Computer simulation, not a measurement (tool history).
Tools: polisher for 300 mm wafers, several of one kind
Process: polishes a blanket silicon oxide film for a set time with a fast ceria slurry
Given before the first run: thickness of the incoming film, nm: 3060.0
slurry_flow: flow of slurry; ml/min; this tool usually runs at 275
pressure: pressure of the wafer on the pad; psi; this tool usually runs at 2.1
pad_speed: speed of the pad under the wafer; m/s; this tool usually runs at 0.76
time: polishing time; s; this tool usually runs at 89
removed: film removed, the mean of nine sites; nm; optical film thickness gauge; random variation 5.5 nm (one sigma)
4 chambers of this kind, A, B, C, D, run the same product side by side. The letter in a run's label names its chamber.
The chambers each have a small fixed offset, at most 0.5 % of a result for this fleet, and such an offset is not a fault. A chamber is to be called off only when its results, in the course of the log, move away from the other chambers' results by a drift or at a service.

run   hour  slurry_flow  pressure  pad_speed  time  wafers polished on this pad  hours since the slurry nozzle was cleaned  hours since the head pressure was calibrated  removed
      10.3  -- chamber D: worn pad replaced by a new one
 1B   11.6          275       2.1       0.76    89                         1382                                      375.1                                         100.6   822.57
      14.0  -- chamber A: worn pad replaced by a new one
      24.8  -- chamber D: slurry nozzle cleaned
      25.7  -- chamber B: worn pad replaced by a new one
 2A   26.4          275       2.1       0.76    89                          135                                      540.9                                         916.2   827.18
 3D   39.7          275       2.1       0.76    89                          319                                       14.9                                          43.6   828.45
 4C   48.2          275       2.1       0.76    89                          865                                      250.6                                         336.8   820.75
 5A   60.3          275       2.1       0.76    89                          502                                      574.8                                         950.1   819.64
 6C   73.5          275       2.1       0.76    89                         1139                                      275.9                                         362.1   821.93
      77.6  -- chamber A: worn pad replaced by a new one
 7B   81.0          275       2.1       0.76    89                          599                                      444.5                                         170.0   830.50
      81.4  -- chamber D: worn pad replaced by a new one
      85.2  -- chamber C: worn pad replaced by a new one
 8D   88.3          275       2.1       0.76    89                           75                                       63.5                                          92.2   819.39
      98.5  -- chamber A: head pressure recalibrated
      99.3  -- chamber C: head pressure recalibrated
 9C  101.0          275       2.1       0.76    89                          171                                      303.4                                           1.7   816.69
10B  111.2          275       2.1       0.76    89                          927                                      474.7                                         200.2   826.35
11A  123.8          240       2.1       0.64    89                          501                                      638.3                                          25.3   749.67
12D  132.2          240       2.1       0.64    89                          551                                      107.4                                         136.1   678.38
     134.3  -- chamber B: worn pad replaced by a new one
13D  142.8          240       2.1       0.64    89                          666                                      118.0                                         146.7   678.40
     148.1  -- chamber D: worn pad replaced by a new one
     155.4  -- chamber A: worn pad replaced by a new one
14B  158.5          240       2.1       0.64    89                          263                                      522.0                                         247.5   680.75
15A  174.9          275       2.1       0.76    89                          211                                      689.4                                          76.4   901.33
16C  188.3          275       2.1       0.76    89                         1118                                      390.7                                          89.0   824.94
     192.2  -- chamber C: worn pad replaced by a new one
     193.4  -- chamber A: slurry nozzle cleaned
17C  204.8          275       2.1       0.84    66                          136                                      407.2                                         105.5   669.67
     207.9  -- chamber D: worn pad replaced by a new one
18B  219.6          275       2.1       0.84    66                          925                                      583.1                                         308.6   673.01
19D  228.4          275       2.1       0.84    66                          223                                      203.6                                         232.3   675.94
     230.0  -- chamber A: worn pad replaced by a new one
20A  240.6          275       2.1       0.84    66                          115                                       47.3                                         142.1   731.33
21B  254.8          275       2.1       0.76    89                         1307                                      618.3                                         343.8   824.45
22D  265.7          275       2.1       0.76    89                          627                                      240.9                                         269.6   826.05
23A  280.3          275       2.1       0.76    89                          545                                       87.0                                         181.8   896.19
24C  290.8          275       2.1       0.76    89                         1068                                      493.2                                         191.5   818.47
     299.2  -- chamber A: worn pad replaced by a new one
25A  301.9          275       2.1       0.76    89                           30                                      108.6                                         203.4   898.93

The same settings go to every chamber for the next run, one line per chamber below. Forecast the results for each:
26A  313.8          310       2.1       0.76    89                                                                                                                              ?
26B  313.8          310       2.1       0.76    89                                                                                                                              ?
26C  313.8          310       2.1       0.76    89                                                                                                                              ?
26D  313.8          310       2.1       0.76    89                                                                                                                              ?

run  removed
26A   907.88
26B   836.60
26C   825.05
26D   819.70
